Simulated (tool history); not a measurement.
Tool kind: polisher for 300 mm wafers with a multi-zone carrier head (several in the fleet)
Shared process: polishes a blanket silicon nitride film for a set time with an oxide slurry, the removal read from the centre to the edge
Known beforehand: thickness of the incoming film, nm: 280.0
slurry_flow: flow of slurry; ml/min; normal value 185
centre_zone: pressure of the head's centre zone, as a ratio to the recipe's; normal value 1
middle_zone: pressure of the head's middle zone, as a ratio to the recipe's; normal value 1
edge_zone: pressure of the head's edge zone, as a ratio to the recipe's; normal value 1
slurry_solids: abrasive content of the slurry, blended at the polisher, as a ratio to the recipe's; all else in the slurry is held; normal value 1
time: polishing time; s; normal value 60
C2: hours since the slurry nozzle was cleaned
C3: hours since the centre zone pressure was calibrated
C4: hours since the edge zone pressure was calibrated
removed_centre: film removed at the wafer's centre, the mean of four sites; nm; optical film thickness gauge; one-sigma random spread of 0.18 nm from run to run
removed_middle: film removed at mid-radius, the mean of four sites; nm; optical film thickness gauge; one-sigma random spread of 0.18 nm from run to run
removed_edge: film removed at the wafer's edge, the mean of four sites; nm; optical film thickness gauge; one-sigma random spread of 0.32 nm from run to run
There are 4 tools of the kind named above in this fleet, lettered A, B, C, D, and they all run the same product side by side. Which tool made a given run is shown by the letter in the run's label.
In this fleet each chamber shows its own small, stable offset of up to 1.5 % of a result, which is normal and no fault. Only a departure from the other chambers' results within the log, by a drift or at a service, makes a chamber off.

run 1A hour=12.5 | slurry_flow=185 centre_zone=1 middle_zone=1 edge_zone=1 slurry_solids=1 time=60 | wafers_polished_on_this_pad=132 C2=28.2 C3=292.8 C4=23.3 | removed_centre=24.208 removed_middle=23.851 removed_edge=23.389
-- hour=13.4 chamber D: worn pad replaced by a new one
-- hour=14.1 chamber B: worn pad replaced by a new one
-- hour=21 chamber A: centre zone pressure recalibrated
run 2B hour=26.4 | slurry_flow=185 centre_zone=1 middle_zone=1 edge_zone=1 slurry_solids=1 time=60 | wafers_polished_on_this_pad=117 C2=225.1 C3=179.7 C4=197.9 | removed_centre=24.171 removed_middle=24.483 removed_edge=24.321
run 3C hour=36.7 | slurry_flow=185 centre_zone=1 middle_zone=1 edge_zone=1 slurry_solids=1 time=60 | wafers_polished_on_this_pad=789 C2=447.7 C3=394 C4=207.3 | removed_centre=24.17 removed_middle=24.51 removed_edge=24.282
run 4D hour=46.6 | slurry_flow=185 centre_zone=1 middle_zone=1 edge_zone=1 slurry_solids=1 time=60 | wafers_polished_on_this_pad=317 C2=318.8 C3=538.9 C4=268.6 | removed_centre=23.955 removed_middle=23.958 removed_edge=23.417
run 5A hour=53.5 | slurry_flow=135 centre_zone=1 middle_zone=1 edge_zone=1.1 slurry_solids=1 time=60 | wafers_polished_on_this_pad=523 C2=69.2 C3=32.5 C4=64.3 | removed_centre=22.505 removed_middle=22.814 removed_edge=24.142
run 6B hour=66.6 | slurry_flow=135 centre_zone=1 middle_zone=1 edge_zone=1.1 slurry_solids=1 time=60 | wafers_polished_on_this_pad=501 C2=265.3 C3=219.9 C4=238.1 | removed_centre=22.47 removed_middle=22.719 removed_edge=23.794
-- hour=70.9 chamber C: worn pad replaced by a new one
run 7C hour=74.6 | slurry_flow=135 centre_zone=1 middle_zone=1 edge_zone=1.1 slurry_solids=1 time=60 | wafers_polished_on_this_pad=35 C2=485.6 C3=431.9 C4=245.2 | removed_centre=22.461 removed_middle=22.696 removed_edge=24.933
-- hour=86.5 chamber C: centre zone pressure recalibrated
run 8D hour=90.6 | slurry_flow=135 centre_zone=1 middle_zone=1 edge_zone=1.1 slurry_solids=1 time=60 | wafers_polished_on_this_pad=736 C2=362.8 C3=582.9 C4=312.6 | removed_centre=22.348 removed_middle=22.394 removed_edge=24.618
-- hour=94.8 chamber C: slurry nozzle cleaned
run 9B hour=101.9 | slurry_flow=185 centre_zone=1 middle_zone=1 edge_zone=1 slurry_solids=1 time=60 | wafers_polished_on_this_pad=837 C2=300.6 C3=255.2 C4=273.4 | removed_centre=24.035 removed_middle=24.018 removed_edge=24.384
-- hour=102.5 chamber B: worn pad replaced by a new one
-- hour=106.3 chamber A: worn pad replaced by a new one
run 10C hour=113.1 | slurry_flow=185 centre_zone=1 middle_zone=1 edge_zone=1 slurry_solids=1 time=60 | wafers_polished_on_this_pad=403 C2=18.3 C3=26.6 C4=283.7 | removed_centre=23.855 removed_middle=23.841 removed_edge=24.506
-- hour=113.2 chamber D: worn pad replaced by a new one
run 11D hour=126.2 | slurry_flow=185 centre_zone=1 middle_zone=1 edge_zone=1 slurry_solids=1 time=60 | wafers_polished_on_this_pad=124 C2=398.4 C3=618.5 C4=348.2 | removed_centre=24.239 removed_middle=23.938 removed_edge=24.716
run 12A hour=139.5 | slurry_flow=185 centre_zone=1 middle_zone=1 edge_zone=1 slurry_solids=1 time=60 | wafers_polished_on_this_pad=317 C2=155.2 C3=118.5 C4=150.3 | removed_centre=24.148 removed_middle=23.814 removed_edge=24.015
run 13A hour=154.1 | slurry_flow=185 centre_zone=1 middle_zone=1 edge_zone=1 slurry_solids=1 time=60 | wafers_polished_on_this_pad=456 C2=169.8 C3=133.1 C4=164.9 | removed_centre=24.535 removed_middle=24.113 removed_edge=23.992
-- hour=164.3 chamber D: slurry nozzle cleaned
-- hour=168.9 chamber C: worn pad replaced by a new one
run 14D hour=169.9 | slurry_flow=185 centre_zone=1 middle_zone=1 edge_zone=1 slurry_solids=1 time=60 | wafers_polished_on_this_pad=541 C2=5.7 C3=662.2 C4=391.9 | removed_centre=24.369 removed_middle=23.968 removed_edge=24.145
-- hour=179.5 chamber B: slurry nozzle cleaned
run 15B hour=182.4 | slurry_flow=185 centre_zone=1 middle_zone=1 edge_zone=1 slurry_solids=1 time=60 | wafers_polished_on_this_pad=762 C2=3 C3=335.7 C4=353.9 | removed_centre=24.163 removed_middle=24.598 removed_edge=24.517
run 16C hour=191.5 | slurry_flow=185 centre_zone=0.9 middle_zone=1 edge_zone=1 slurry_solids=1 time=60 | wafers_polished_on_this_pad=216 C2=96.7 C3=105 C4=362.1 | removed_centre=21.289 removed_middle=23.836 removed_edge=24.908
-- hour=194.1 chamber B: worn pad replaced by a new one
run 17A hour=205.4 | slurry_flow=185 centre_zone=0.9 middle_zone=1 edge_zone=1 slurry_solids=1 time=60 | wafers_polished_on_this_pad=946 C2=221.1 C3=184.4 C4=216.2 | removed_centre=21.323 removed_middle=24.053 removed_edge=23.909
-- hour=208.8 chamber D: worn pad replaced by a new one
run 18D hour=213.9 | slurry_flow=185 centre_zone=0.9 middle_zone=1 edge_zone=1 slurry_solids=1 time=60 | wafers_polished_on_this_pad=48 C2=49.7 C3=706.2 C4=435.9 | removed_centre=21.906 removed_middle=24.281 removed_edge=24.554
-- hour=214.4 chamber A: worn pad replaced by a new one
-- hour=217.1 chamber B: edge zone pressure recalibrated
run 19B hour=225.9 | slurry_flow=185 centre_zone=0.9 middle_zone=1 edge_zone=1 slurry_solids=1 time=60 | wafers_polished_on_this_pad=303 C2=46.5 C3=379.2 C4=8.9 | removed_centre=21.291 removed_middle=24.479 removed_edge=23.957
run 20C hour=234.6 | slurry_flow=185 centre_zone=1 middle_zone=1 edge_zone=1 slurry_solids=1 time=60 | wafers_polished_on_this_pad=627 C2=139.8 C3=148.1 C4=405.2 | removed_centre=24.083 removed_middle=24.235 removed_edge=24.947
run 21C hour=245.4 | slurry_flow=185 centre_zone=1 middle_zone=1 edge_zone=1 slurry_solids=1 time=60 | wafers_polished_on_this_pad=730 C2=150.6 C3=158.9 C4=416 | removed_centre=24.061 removed_middle=24.159 removed_edge=23.663
run 22B hour=259.4 | slurry_flow=185 centre_zone=1.06 middle_zone=1 edge_zone=1 slurry_solids=1 time=75 | wafers_polished_on_this_pad=623 C2=80 C3=412.7 C4=42.4 | removed_centre=32.228 removed_middle=30.431 removed_edge=30.315
run 23D hour=267.8 | slurry_flow=185 centre_zone=1.06 middle_zone=1 edge_zone=1 slurry_solids=1 time=75 | wafers_polished_on_this_pad=563 C2=103.6 C3=760.1 C4=489.8 | removed_centre=33.101 removed_middle=30.128 removed_edge=29.31
-- hour=276.1 chamber B: worn pad replaced by a new one
run 24A hour=283.4 | slurry_flow=185 centre_zone=1.06 middle_zone=1 edge_zone=1 slurry_solids=1 time=75 | wafers_polished_on_this_pad=659 C2=299.1 C3=262.4 C4=294.2 | removed_centre=32.002 removed_middle=30.073 removed_edge=30.139
-- hour=285.4 chamber C: worn pad replaced by a new one
-- hour=291.5 chamber D: worn pad replaced by a new one
run 25C hour=293.7 | slurry_flow=185 centre_zone=1.06 middle_zone=1 edge_zone=1 slurry_solids=1 time=75 | wafers_polished_on_this_pad=79 C2=198.9 C3=207.2 C4=464.3 | removed_centre=31.853 removed_middle=29.546 removed_edge=31.277
run 26A hour=302.7 | slurry_flow=185 centre_zone=1 middle_zone=1 edge_zone=1 slurry_solids=1 time=60 | wafers_polished_on_this_pad=843 C2=318.4 C3=281.7 C4=313.5 | removed_centre=23.966 removed_middle=24.323 removed_edge=23.749
-- hour=314.5 chamber A: centre zone pressure recalibrated
-- hour=316.9 chamber A: worn pad replaced by a new one
run 27D hour=317 | slurry_flow=185 centre_zone=1 middle_zone=1 edge_zone=1 slurry_solids=1 time=60 | wafers_polished_on_this_pad=244 C2=152.8 C3=809.3 C4=539 | removed_centre=25.104 removed_middle=23.978 removed_edge=23.507
run 28B hour=329.9 | slurry_flow=185 centre_zone=1 middle_zone=1 edge_zone=1 slurry_solids=1 time=60 | wafers_polished_on_this_pad=513 C2=150.5 C3=483.2 C4=112.9 | removed_centre=24.012 removed_middle=24.057 removed_edge=24.574
-- hour=342.1 chamber C: edge zone pressure recalibrated
run 29D hour=342.3 | slurry_flow=185 centre_zone=1 middle_zone=1 edge_zone=1 slurry_solids=1 time=60 | wafers_polished_on_this_pad=485 C2=178.1 C3=834.6 C4=564.3 | removed_centre=25.185 removed_middle=23.918 removed_edge=23.864
-- hour=346.5 chamber B: centre zone pressure recalibrated
run 30C hour=352.8 | slurry_flow=185 centre_zone=1 middle_zone=1 edge_zone=1 slurry_solids=1 time=60 | wafers_polished_on_this_pad=643 C2=258 C3=266.3 C4=10.8 | removed_centre=24.162 removed_middle=24.267 removed_edge=24.025
run 31A hour=364.3 | slurry_flow=210 centre_zone=1 middle_zone=1 edge_zone=1.04 slurry_solids=1 time=60 | wafers_polished_on_this_pad=452 C2=380 C3=49.9 C4=375.1 | removed_centre=25.06 removed_middle=24.702 removed_edge=24.683
run 32B hour=378.7 | slurry_flow=210 centre_zone=1 middle_zone=1 edge_zone=1.04 slurry_solids=1 time=60 | wafers_polished_on_this_pad=979 C2=199.3 C3=32.2 C4=161.7 | removed_centre=24.618 removed_middle=24.822 removed_edge=25.364
-- hour=384.3 chamber B: worn pad replaced by a new one
-- hour=388.1 chamber D: worn pad replaced by a new one
run 33D hour=389.1 | slurry_flow=210 centre_zone=1 middle_zone=1 edge_zone=1.04 slurry_solids=1 time=60 | wafers_polished_on_this_pad=10 C2=224.9 C3=881.4 C4=611.1 | removed_centre=25.935 removed_middle=24.598 removed_edge=25.62
-- hour=396.1 chamber C: worn pad replaced by a new one
run 34C hour=397.6 | slurry_flow=210 centre_zone=1 middle_zone=1 edge_zone=1.04 slurry_solids=1 time=60 | wafers_polished_on_this_pad=14 C2=302.8 C3=311.1 C4=55.6 | removed_centre=24.498 removed_middle=24.459 removed_edge=25.011
run 35A hour=405.5 | slurry_flow=185 centre_zone=1 middle_zone=1 edge_zone=1 slurry_solids=1 time=60 | wafers_polished_on_this_pad=845 C2=421.2 C3=91.1 C4=416.3 | removed_centre=24.183 removed_middle=24.147 removed_edge=23.59
-- hour=414.3 chamber A: worn pad replaced by a new one
run 36B hour=414.4 | slurry_flow=185 centre_zone=1 middle_zone=1 edge_zone=1 slurry_solids=1 time=60 | wafers_polished_on_this_pad=287 C2=235 C3=67.9 C4=197.4 | removed_centre=24.035 removed_middle=24.393 removed_edge=24.551
run 37B hour=422.5 | slurry_flow=185 centre_zone=1 middle_zone=1 edge_zone=1 slurry_solids=1 time=60 | wafers_polished_on_this_pad=365 C2=243.1 C3=76 C4=205.5 | removed_centre=24.011 removed_middle=24.259 removed_edge=24.051
run 38D hour=433.9 | slurry_flow=220 centre_zone=1 middle_zone=1 edge_zone=1 slurry_solids=0.7 time=60 | wafers_polished_on_this_pad=437 C2=269.7 C3=926.2 C4=655.9 | removed_centre=22.341 removed_middle=20.751 removed_edge=21.389
run 39A hour=442.1 | slurry_flow=220 centre_zone=1 middle_zone=1 edge_zone=1 slurry_solids=0.7 time=60 | wafers_polished_on_this_pad=265 C2=457.8 C3=127.7 C4=452.9 | removed_centre=20.773 removed_middle=20.519 removed_edge=20.315
run 40C hour=450.5 | slurry_flow=220 centre_zone=1 middle_zone=1 edge_zone=1 slurry_solids=0.7 time=60 | wafers_polished_on_this_pad=519 C2=355.7 C3=364 C4=108.5 | removed_centre=20.579 removed_middle=20.546 removed_edge=20.891
run 41D hour=461.1 | slurry_flow=220 centre_zone=1 middle_zone=1 edge_zone=1 slurry_solids=0.7 time=60 | wafers_polished_on_this_pad=697 C2=296.9 C3=953.4 C4=683.1 | removed_centre=22.245 removed_middle=20.815 removed_edge=20.646
-- hour=468 chamber B: worn pad replaced by a new one
run 42B hour=476.6 | slurry_flow=185 centre_zone=1 middle_zone=1 edge_zone=1 slurry_solids=1 time=60 | wafers_polished_on_this_pad=82 C2=297.2 C3=130.1 C4=259.6 | removed_centre=23.874 removed_middle=24.093 removed_edge=24.398

Next, every chamber runs the same settings. What will each give?
run 43A hour=488.1 | slurry_flow=185 centre_zone=1 middle_zone=1 edge_zone=1 slurry_solids=1 time=60 | removed_centre=? removed_middle=? removed_edge=?
run 43B hour=488.1 | slurry_flow=185 centre_zone=1 middle_zone=1 edge_zone=1 slurry_solids=1 time=60 | removed_centre=? removed_middle=? removed_edge=?
run 43C hour=488.1 | slurry_flow=185 centre_zone=1 middle_zone=1 edge_zone=1 slurry_solids=1 time=60 | removed_centre=? removed_middle=? removed_edge=?
run 43D hour=488.1 | slurry_flow=185 centre_zone=1 middle_zone=1 edge_zone=1 slurry_solids=1 time=60 | removed_centre=? removed_middle=? removed_edge=?

run=43A removed_centre=24.191 removed_middle=24.306 removed_edge=23.912
run=43B removed_centre=23.83 removed_middle=24.033 removed_edge=23.985
run=43C removed_centre=24.015 removed_middle=23.867 removed_edge=24.616
run=43D removed_centre=26.234 removed_middle=24.038 removed_edge=24.291

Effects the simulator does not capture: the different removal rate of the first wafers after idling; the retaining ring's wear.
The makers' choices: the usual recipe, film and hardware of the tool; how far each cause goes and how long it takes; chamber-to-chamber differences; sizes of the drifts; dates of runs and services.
